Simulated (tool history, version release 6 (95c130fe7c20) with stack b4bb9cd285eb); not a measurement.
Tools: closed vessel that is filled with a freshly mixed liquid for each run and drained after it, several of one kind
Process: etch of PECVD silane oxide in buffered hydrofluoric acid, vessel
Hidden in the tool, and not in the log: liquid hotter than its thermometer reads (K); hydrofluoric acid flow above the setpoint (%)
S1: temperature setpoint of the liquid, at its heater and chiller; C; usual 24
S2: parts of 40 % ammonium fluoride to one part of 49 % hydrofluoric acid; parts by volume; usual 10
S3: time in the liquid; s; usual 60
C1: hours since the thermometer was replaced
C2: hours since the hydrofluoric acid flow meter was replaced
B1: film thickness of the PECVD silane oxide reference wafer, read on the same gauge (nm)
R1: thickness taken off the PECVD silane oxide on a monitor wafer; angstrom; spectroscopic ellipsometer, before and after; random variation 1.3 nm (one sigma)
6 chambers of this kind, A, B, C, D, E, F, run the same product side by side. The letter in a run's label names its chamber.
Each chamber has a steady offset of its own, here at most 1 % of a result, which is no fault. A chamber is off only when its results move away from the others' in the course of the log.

Run 1F, hour 12.1: usual settings; C1 421.5; C2 84.3; B1 120.03. Result: R1 1657.4 angstrom.
Run 2C, hour 21.4: usual settings; C1 1166.1; C2 323.9; B1 120.01. Result: R1 1664.8 angstrom.
Run 3D, hour 29.7: usual settings; C1 1308.4; C2 563.4; B1 120.02. Result: R1 1662 angstrom.
Run 4E, hour 36.2: usual settings; C1 578.5; C2 386.1; B1 120.03. Result: R1 1664.8 angstrom.
Run 5B, hour 49.6: usual settings; C1 718.5; C2 835; B1 120. Result: R1 1643.5 angstrom.
Run 6A, hour 56.1: usual settings; C1 602.6; C2 863; B1 120.01. Result: R1 1668.3 angstrom.
Run 7A, hour 69.9: usual settings; C1 616.4; C2 876.8; B1 120.03. Result: R1 1656.2 angstrom.
Run 8B, hour 76.2: usual settings; C1 745.1; C2 861.6; B1 120. Result: R1 1642.6 angstrom.
Run 9F, hour 86.3: usual settings; C1 495.7; C2 158.5; B1 120.02. Result: R1 1644.8 angstrom.
Run 10E, hour 92.7: usual settings; C1 635; C2 442.6; B1 120.03. Result: R1 1655.4 angstrom.
Run 11C, hour 102: usual settings; C1 1246.7; C2 404.5; B1 120.01. Result: R1 1659.5 angstrom.
Run 12D, hour 110.8: usual settings; C1 1389.5; C2 644.5; B1 120.01. Result: R1 1654.6 angstrom.
Run 13B, hour 118.1: usual settings; C1 787; C2 903.5; B1 120.01. Result: R1 1638.3 angstrom.
Run 14F, hour 131.3: usual settings; C1 540.7; C2 203.5; B1 119.99. Result: R1 1680.9 angstrom.
Run 15D, hour 142.7: usual settings; C1 1421.4; C2 676.4; B1 120.01. Result: R1 1684.4 angstrom.
Run 16C, hour 151: usual settings; C1 1295.7; C2 453.5; B1 120.02. Result: R1 1651.2 angstrom.
Run 17A, hour 163.2: usual settings; C1 709.7; C2 970.1; B1 120.01. Result: R1 1655.3 angstrom.
At hour 174: chamber D: hydrofluoric acid flow meter replaced.
Run 18E, hour 175.4: usual settings; C1 717.7; C2 525.3; B1 120.02. Result: R1 1650.8 angstrom.
Run 19B, hour 189.7: usual settings; C1 858.6; C2 975.1; B1 120.02. Result: R1 1681 angstrom.
Run 20C, hour 198.3: usual settings; C1 1343; C2 500.8; B1 120.02. Result: R1 1656.8 angstrom.
Run 21F, hour 209.2: usual settings; C1 618.6; C2 281.4; B1 120.03. Result: R1 1664.4 angstrom.
At hour 211.5: chamber D: thermometer replaced.
Run 22D, hour 216.5: usual settings; C1 5.1; C2 42.5; B1 119.99. Result: R1 1672.4 angstrom.
Run 23E, hour 226.2: usual settings but S1 19.5 C, S3 40 s; C1 768.5; C2 576.1; B1 119.97. Result: R1 877.17 angstrom.
Run 24A, hour 237.6: usual settings but S1 19.5 C, S3 40 s; C1 784.1; C2 1044.5; B1 120.01. Result: R1 857.13 angstrom.
Run 25C, hour 248.8: usual settings but S1 19.5 C, S3 40 s; C1 1393.5; C2 551.3; B1 119.99. Result: R1 862.75 angstrom.
Run 26D, hour 261.5: usual settings but S1 19.5 C, S3 40 s; C1 50.1; C2 87.5; B1 119.95. Result: R1 861.92 angstrom.
Run 27E, hour 275.3: usual settings but S1 19.5 C, S3 40 s; C1 817.6; C2 625.2; B1 120.02. Result: R1 856.13 angstrom.
Run 28B, hour 285.9: usual settings but S1 19.5 C, S3 40 s; C1 954.8; C2 1071.3; B1 119.98. Result: R1 888.33 angstrom.
At hour 292.3: chamber A: hydrofluoric acid flow meter replaced.
Run 29A, hour 297.1: usual settings; C1 843.6; C2 4.9; B1 119.98. Result: R1 1640.1 angstrom.
Run 30F, hour 310.8: usual settings; C1 720.2; C2 383; B1 120.02. Result: R1 1679.2 angstrom.
Run 31C, hour 320.6: usual settings; C1 1465.3; C2 623.1; B1 119.97. Result: R1 1661.2 angstrom.
Run 32A, hour 327.2: usual settings; C1 873.7; C2 35; B1 119.95. Result: R1 1660.5 angstrom.
Run 33F, hour 340: usual settings; C1 749.4; C2 412.2; B1 120.02. Result: R1 1688.3 angstrom.
Run 34B, hour 349.4: usual settings but S1 20 C, S2 7.5 parts by volume; C1 1018.3; C2 1134.8; B1 120.01. Result: R1 1882.5 angstrom.
Run 35D, hour 361.8: usual settings but S1 20 C, S2 7.5 parts by volume; C1 150.4; C2 187.8; B1 120. Result: R1 1717.1 angstrom.
Run 36E, hour 371.7: usual settings but S1 20 C, S2 7.5 parts by volume; C1 914; C2 721.6; B1 119.99. Result: R1 1726.4 angstrom.
Run 37C, hour 380.3: usual settings but S1 20 C, S2 7.5 parts by volume; C1 1525; C2 682.8; B1 120.01. Result: R1 1740.9 angstrom.
Run 38E, hour 387.9: usual settings but S1 20 C, S2 7.5 parts by volume; C1 930.2; C2 737.8; B1 119.98. Result: R1 1733.7 angstrom.
Run 39B, hour 402.2: usual settings but S1 20 C, S2 7.5 parts by volume; C1 1071.1; C2 1187.6; B1 119.98. Result: R1 1923.1 angstrom.
Run 40D, hour 415.1: usual settings but S1 22.5 C; C1 203.7; C2 241.1; B1 120.03. Result: R1 1542.1 angstrom.

Next, every chamber runs the same settings. What will each give?
Run 41A, hour 425.4: usual settings. Result: R1 ?.
Run 41B, hour 425.4: usual settings. Result: R1 ?.
Run 41C, hour 425.4: usual settings. Result: R1 ?.
Run 41D, hour 425.4: usual settings. Result: R1 ?.
Run 41E, hour 425.4: usual settings. Result: R1 ?.
Run 41F, hour 425.4: usual settings. Result: R1 ?.

run      R1
41A  1677.6
41B  1797.5
41C  1655.1
41D  1652.2
41E  1646.9
41F  1661.2
